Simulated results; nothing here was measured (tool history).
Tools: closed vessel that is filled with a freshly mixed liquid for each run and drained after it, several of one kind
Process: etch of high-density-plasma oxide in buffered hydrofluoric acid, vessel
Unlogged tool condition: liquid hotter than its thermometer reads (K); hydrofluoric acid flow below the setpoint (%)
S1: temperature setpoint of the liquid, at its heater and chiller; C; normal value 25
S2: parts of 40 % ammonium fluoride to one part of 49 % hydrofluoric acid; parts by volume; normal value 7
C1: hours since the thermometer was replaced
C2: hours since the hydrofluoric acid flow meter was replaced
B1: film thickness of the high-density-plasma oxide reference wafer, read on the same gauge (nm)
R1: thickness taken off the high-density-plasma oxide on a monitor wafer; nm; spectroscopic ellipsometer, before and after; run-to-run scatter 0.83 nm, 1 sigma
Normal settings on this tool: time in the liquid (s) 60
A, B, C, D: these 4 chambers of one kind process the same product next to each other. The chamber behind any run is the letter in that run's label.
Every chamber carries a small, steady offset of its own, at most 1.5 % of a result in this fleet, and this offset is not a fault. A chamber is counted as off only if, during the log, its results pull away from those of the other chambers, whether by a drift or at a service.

{"run": "1B", "hour": 8.9, "S1": 25, "S2": 7, "time in the liquid (s)": 60, "C1": 676.7, "C2": 1308.5, "B1": 100.01, "R1": 110.99}
{"run": "2C", "hour": 19.9, "S1": 25, "S2": 7, "time in the liquid (s)": 60, "C1": 839.5, "C2": 190.3, "B1": 100.02, "R1": 113.27}
{"run": "3D", "hour": 35.8, "S1": 25, "S2": 7, "time in the liquid (s)": 60, "C1": 731.3, "C2": 726.3, "B1": 99.94, "R1": 112.68}
{"run": "4A", "hour": 44.3, "S1": 25, "S2": 7, "time in the liquid (s)": 60, "C1": 2113.7, "C2": 1461.1, "B1": 100.01, "R1": 110.47}
{"run": "5D", "hour": 53.9, "S1": 25, "S2": 7, "time in the liquid (s)": 60, "C1": 749.4, "C2": 744.4, "B1": 99.983, "R1": 110.64}
{"run": "6A", "hour": 61.1, "S1": 25, "S2": 7, "time in the liquid (s)": 60, "C1": 2130.5, "C2": 1477.9, "B1": 99.983, "R1": 109.62}
{"run": "7B", "hour": 75.6, "S1": 25, "S2": 7, "time in the liquid (s)": 60, "C1": 743.4, "C2": 1375.2, "B1": 100.01, "R1": 111.06}
{"run": "8C", "hour": 86.5, "S1": 25, "S2": 7, "time in the liquid (s)": 60, "C1": 906.1, "C2": 256.9, "B1": 100.05, "R1": 112.21}
{"run": "9D", "hour": 94.0, "S1": 25, "S2": 7, "time in the liquid (s)": 60, "C1": 789.5, "C2": 784.5, "B1": 99.984, "R1": 110.42}
{"run": "10C", "hour": 102.5, "S1": 25, "S2": 7, "time in the liquid (s)": 60, "C1": 922.1, "C2": 272.9, "B1": 99.993, "R1": 110.27}
{"run": "11B", "hour": 114.6, "S1": 25, "S2": 7, "time in the liquid (s)": 60, "C1": 782.4, "C2": 1414.2, "B1": 100.05, "R1": 111.15}
{"run": "12A", "hour": 128.2, "S1": 25, "S2": 9.5, "time in the liquid (s)": 80, "C1": 2197.6, "C2": 1545, "B1": 100, "R1": 107.54}
{"run": "13D", "hour": 139.1, "S1": 25, "S2": 9.5, "time in the liquid (s)": 80, "C1": 834.6, "C2": 829.6, "B1": 99.963, "R1": 109.05}
{"hour": 150.1, "done": "chamber A: thermometer replaced"}
{"run": "14C", "hour": 155.0, "S1": 25, "S2": 9.5, "time in the liquid (s)": 80, "C1": 974.6, "C2": 325.4, "B1": 100.02, "R1": 109.44}
{"run": "15A", "hour": 167.4, "S1": 25, "S2": 9.5, "time in the liquid (s)": 80, "C1": 17.3, "C2": 1584.2, "B1": 100.02, "R1": 107.38}
{"run": "16B", "hour": 179.4, "S1": 25, "S2": 7, "time in the liquid (s)": 60, "C1": 847.2, "C2": 1479, "B1": 100.03, "R1": 108.65}
{"run": "17C", "hour": 189.7, "S1": 25, "S2": 7, "time in the liquid (s)": 60, "C1": 1009.3, "C2": 360.1, "B1": 100.02, "R1": 111.59}
{"run": "18D", "hour": 196.8, "S1": 25, "S2": 7, "time in the liquid (s)": 60, "C1": 892.3, "C2": 887.3, "B1": 99.988, "R1": 111.63}
{"run": "19B", "hour": 209.6, "S1": 25, "S2": 7, "time in the liquid (s)": 60, "C1": 877.4, "C2": 1509.2, "B1": 100.01, "R1": 107.57}
{"hour": 221.0, "done": "chamber C: thermometer replaced"}
{"run": "20A", "hour": 222.1, "S1": 25, "S2": 7, "time in the liquid (s)": 60, "C1": 72, "C2": 1638.9, "B1": 99.977, "R1": 109.37}
{"run": "21C", "hour": 236.2, "S1": 25, "S2": 7, "time in the liquid (s)": 60, "C1": 15.2, "C2": 406.6, "B1": 99.975, "R1": 111.37}
{"run": "22B", "hour": 244.4, "S1": 25, "S2": 7, "time in the liquid (s)": 60, "C1": 912.2, "C2": 1544, "B1": 100.03, "R1": 108.24}
{"run": "23A", "hour": 257.2, "S1": 25, "S2": 7, "time in the liquid (s)": 60, "C1": 107.1, "C2": 1674, "B1": 99.983, "R1": 109.75}
{"hour": 268.5, "done": "chamber A: hydrofluoric acid flow meter replaced"}
{"run": "24D", "hour": 272.7, "S1": 25, "S2": 7, "time in the liquid (s)": 60, "C1": 968.2, "C2": 963.2, "B1": 99.97, "R1": 112.41}
{"run": "25A", "hour": 283.4, "S1": 25, "S2": 7, "time in the liquid (s)": 60, "C1": 133.3, "C2": 14.9, "B1": 99.993, "R1": 108.68}
{"run": "26B", "hour": 295.4, "S1": 25, "S2": 9.5, "time in the liquid (s)": 60, "C1": 963.2, "C2": 1595, "B1": 100.01, "R1": 79.624}
{"run": "27D", "hour": 308.2, "S1": 25, "S2": 9.5, "time in the liquid (s)": 60, "C1": 1003.7, "C2": 998.7, "B1": 99.977, "R1": 83.444}
{"run": "28C", "hour": 321.3, "S1": 25, "S2": 9.5, "time in the liquid (s)": 60, "C1": 100.3, "C2": 491.7, "B1": 100.01, "R1": 81.983}
{"run": "29B", "hour": 334.9, "S1": 25, "S2": 9.5, "time in the liquid (s)": 60, "C1": 1002.7, "C2": 1634.5, "B1": 100.01, "R1": 79.694}
{"run": "30D", "hour": 343.5, "S1": 25, "S2": 7, "time in the liquid (s)": 35, "C1": 1039, "C2": 1034, "B1": 99.993, "R1": 65.564}
{"run": "31C", "hour": 356.6, "S1": 25, "S2": 7, "time in the liquid (s)": 35, "C1": 135.6, "C2": 527, "B1": 99.989, "R1": 65.418}
{"run": "32A", "hour": 371.4, "S1": 25, "S2": 7, "time in the liquid (s)": 35, "C1": 221.3, "C2": 102.9, "B1": 99.99, "R1": 64.595}
{"run": "33B", "hour": 381.1, "S1": 25, "S2": 7, "time in the liquid (s)": 35, "C1": 1048.9, "C2": 1680.7, "B1": 100.01, "R1": 60.566}
{"run": "34C", "hour": 388.7, "S1": 25, "S2": 7, "time in the liquid (s)": 60, "C1": 167.7, "C2": 559.1, "B1": 100.01, "R1": 111.37}
{"run": "35A", "hour": 404.7, "S1": 25, "S2": 7, "time in the liquid (s)": 60, "C1": 254.6, "C2": 136.2, "B1": 100.02, "R1": 108.73}
{"run": "36D", "hour": 414.4, "S1": 25, "S2": 7, "time in the liquid (s)": 70, "C1": 1109.9, "C2": 1104.9, "B1": 99.958, "R1": 129.86}
{"run": "37A", "hour": 421.9, "S1": 25, "S2": 7, "time in the liquid (s)": 70, "C1": 271.8, "C2": 153.4, "B1": 99.942, "R1": 127.88}
{"run": "38C", "hour": 431.7, "S1": 25, "S2": 7, "time in the liquid (s)": 70, "C1": 210.7, "C2": 602.1, "B1": 99.993, "R1": 129.89}
{"run": "39B", "hour": 444.0, "S1": 25, "S2": 7, "time in the liquid (s)": 70, "C1": 1111.8, "C2": 1743.6, "B1": 100.02, "R1": 120.91}
{"run": "40D", "hour": 453.8, "S1": 25, "S2": 7, "time in the liquid (s)": 60, "C1": 1149.3, "C2": 1144.3, "B1": 99.939, "R1": 111.68}
{"run": "41B", "hour": 466.6, "S1": 25, "S2": 7, "time in the liquid (s)": 60, "C1": 1134.4, "C2": 1766.2, "B1": 100, "R1": 102.54}
{"run": "42A", "hour": 481.8, "S1": 25, "S2": 7, "time in the liquid (s)": 60, "C1": 331.7, "C2": 213.3, "B1": 99.982, "R1": 109.98}
{"run": "43D", "hour": 497.3, "S1": 25, "S2": 7, "time in the liquid (s)": 40, "C1": 1192.8, "C2": 1187.8, "B1": 99.986, "R1": 74.649}

Decide between three cases: one chamber stands off from its peers, the gauge reading all wafers drifts, or nothing is wrong past each chamber's small offset. Where a chamber is off, say which and what most likely put it there.

It is chamber B that slowly wanders off from its peers.
What lies behind it: hydrofluoric acid flow below the setpoint (%) = 7.83.
The log may not tell that from: liquid colder than its thermometer reads (K).

Here are 4 candidates for chamber B's next run, each the usual settings with a change, their results left as question marks. Which one brings its results back in line with what the others give on the usual settings?
To be in line, a result may differ from the other chambers' mean on the usual settings by at most: R1 2.9 nm
{"run": "44B-1", "hour": 508.8, "S1": 25, "S2": 6.5, "time in the liquid (s)": 65, "R1": "?"}
{"run": "44B-2", "hour": 508.8, "S1": 25, "S2": 7, "time in the liquid (s)": 65, "R1": "?"}
{"run": "44B-3", "hour": 508.8, "S1": 25, "S2": 7.5, "time in the liquid (s)": 55, "R1": "?"}
{"run": "44B-4", "hour": 508.8, "S1": 25, "S2": 7, "time in the liquid (s)": 55, "R1": "?"}

Mean of the other chambers on the usual settings: R1 110.88 nm
run=44B-1 R1=117.9
run=44B-2 R1=108.96
run=44B-3 R1=85.653
run=44B-4 R1=92.198
With 44B-2, the chamber falls back in line with the rest.

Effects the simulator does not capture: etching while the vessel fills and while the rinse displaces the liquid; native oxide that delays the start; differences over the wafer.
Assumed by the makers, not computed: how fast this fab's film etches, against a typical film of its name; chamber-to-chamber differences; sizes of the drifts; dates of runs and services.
